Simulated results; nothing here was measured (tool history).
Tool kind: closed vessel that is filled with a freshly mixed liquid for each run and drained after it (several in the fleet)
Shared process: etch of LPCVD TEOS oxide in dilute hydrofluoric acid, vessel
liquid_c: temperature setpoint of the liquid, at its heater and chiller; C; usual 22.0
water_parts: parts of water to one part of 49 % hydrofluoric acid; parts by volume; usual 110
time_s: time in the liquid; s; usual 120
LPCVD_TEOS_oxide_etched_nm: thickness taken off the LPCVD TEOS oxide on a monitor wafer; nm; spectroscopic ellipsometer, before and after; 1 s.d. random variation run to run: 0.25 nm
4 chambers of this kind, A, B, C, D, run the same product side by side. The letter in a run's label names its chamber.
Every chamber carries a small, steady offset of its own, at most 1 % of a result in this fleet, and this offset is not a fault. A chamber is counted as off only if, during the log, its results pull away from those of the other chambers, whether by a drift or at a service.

| run | hour | liquid_c | water_parts | time_s | read-back film thickness of the LPCVD TEOS oxide reference wafer, read on the same gauge (nm) | LPCVD_TEOS_oxide_etched_nm |
|---|---|---|---|---|---|---|
| 1A | 6.0 | 22.0 | 110 | 120 | 119.99 | 43.280 |
| 2C | 12.7 | 22.0 | 110 | 120 | 119.98 | 42.705 |
| 3D | 19.9 | 22.0 | 110 | 120 | 120.01 | 42.593 |
| 4B | 26.2 | 22.0 | 110 | 120 | 120.02 | 42.865 |
| 5D | 32.3 | 22.0 | 110 | 120 | 120.01 | 42.563 |
| 6C | 41.0 | 22.0 | 110 | 165 | 120.00 | 58.677 |
| 7A | 53.9 | 22.0 | 110 | 165 | 120.01 | 59.548 |
| 8B | 61.7 | 22.0 | 110 | 165 | 120.00 | 58.627 |
| 9D | 70.9 | 22.0 | 110 | 165 | 119.97 | 58.431 |
| 10C | 81.7 | 22.0 | 110 | 120 | 120.00 | 42.768 |
|  | 85.5 | chamber B: hydrofluoric acid flow meter replaced |
| 11A | 94.5 | 22.0 | 110 | 120 | 120.02 | 42.476 |
| 12B | 102.4 | 22.0 | 110 | 120 | 119.97 | 42.750 |
| 13C | 109.3 | 22.0 | 110 | 120 | 120.01 | 42.559 |
| 14A | 121.9 | 22.0 | 110 | 120 | 120.03 | 41.901 |
| 15B | 127.9 | 22.0 | 110 | 120 | 120.00 | 42.868 |
| 16D | 134.4 | 22.0 | 90 | 120 | 119.99 | 53.651 |
| 17B | 142.2 | 22.0 | 90 | 120 | 119.97 | 54.154 |
| 18C | 153.0 | 22.0 | 90 | 120 | 119.99 | 53.398 |
| 19D | 164.8 | 22.0 | 90 | 120 | 120.00 | 53.850 |
| 20A | 176.2 | 20.5 | 110 | 120 | 120.04 | 38.941 |
| 21A | 186.7 | 20.5 | 110 | 120 | 120.00 | 38.824 |
| 22B | 198.8 | 20.5 | 110 | 120 | 120.02 | 40.225 |
| 23D | 208.8 | 20.5 | 110 | 120 | 120.01 | 40.527 |
| 24C | 220.8 | 22.0 | 110 | 120 | 120.02 | 42.339 |
| 25A | 232.5 | 22.0 | 110 | 120 | 120.06 | 40.860 |
| 26D | 238.2 | 22.0 | 110 | 120 | 120.05 | 43.277 |
| 27B | 248.9 | 22.0 | 110 | 120 | 119.95 | 42.984 |
| 28C | 258.6 | 22.0 | 110 | 120 | 119.98 | 42.427 |
| 29D | 264.7 | 22.0 | 110 | 120 | 120.03 | 42.457 |

Is one chamber off against the others, does the gauge drift, or is nothing wrong? If a chamber is off, say which, and what the likeliest cause is.

Chamber A drifts away from the others.
Cause: liquid colder than its thermometer reads (K) = 1.7.
The log may not separate it from: hydrofluoric acid flow below the setpoint (%).

Below are 4 candidate recipes for chamber A's next run, each the usual settings with a change, their results shown as question marks. Which of them brings A's results back in line with what the other chambers give on the usual settings?
In line means no further than this from the other chambers' mean on the usual settings: LPCVD_TEOS_oxide_etched_nm 0.860 nm
| 30A-1 | 273.9 | 22.0 | 105 | 125 |  | ? |
| 30A-2 | 273.9 | 23.5 | 110 | 120 |  | ? |
| 30A-3 | 273.9 | 20.5 | 110 | 120 |  | ? |
| 30A-4 | 273.9 | 22.0 | 110 | 110 |  | ? |

The other chambers' mean on the usual settings: LPCVD_TEOS_oxide_etched_nm 42.768 nm
| run | LPCVD_TEOS_oxide_etched_nm |
|---|---|
| 30A-1 | 44.151 |
| 30A-2 | 42.749 |
| 30A-3 | 37.835 |
| 30A-4 | 36.881 |
The answer is 30A-2, which returns the chamber to within the allowed miss of the others.
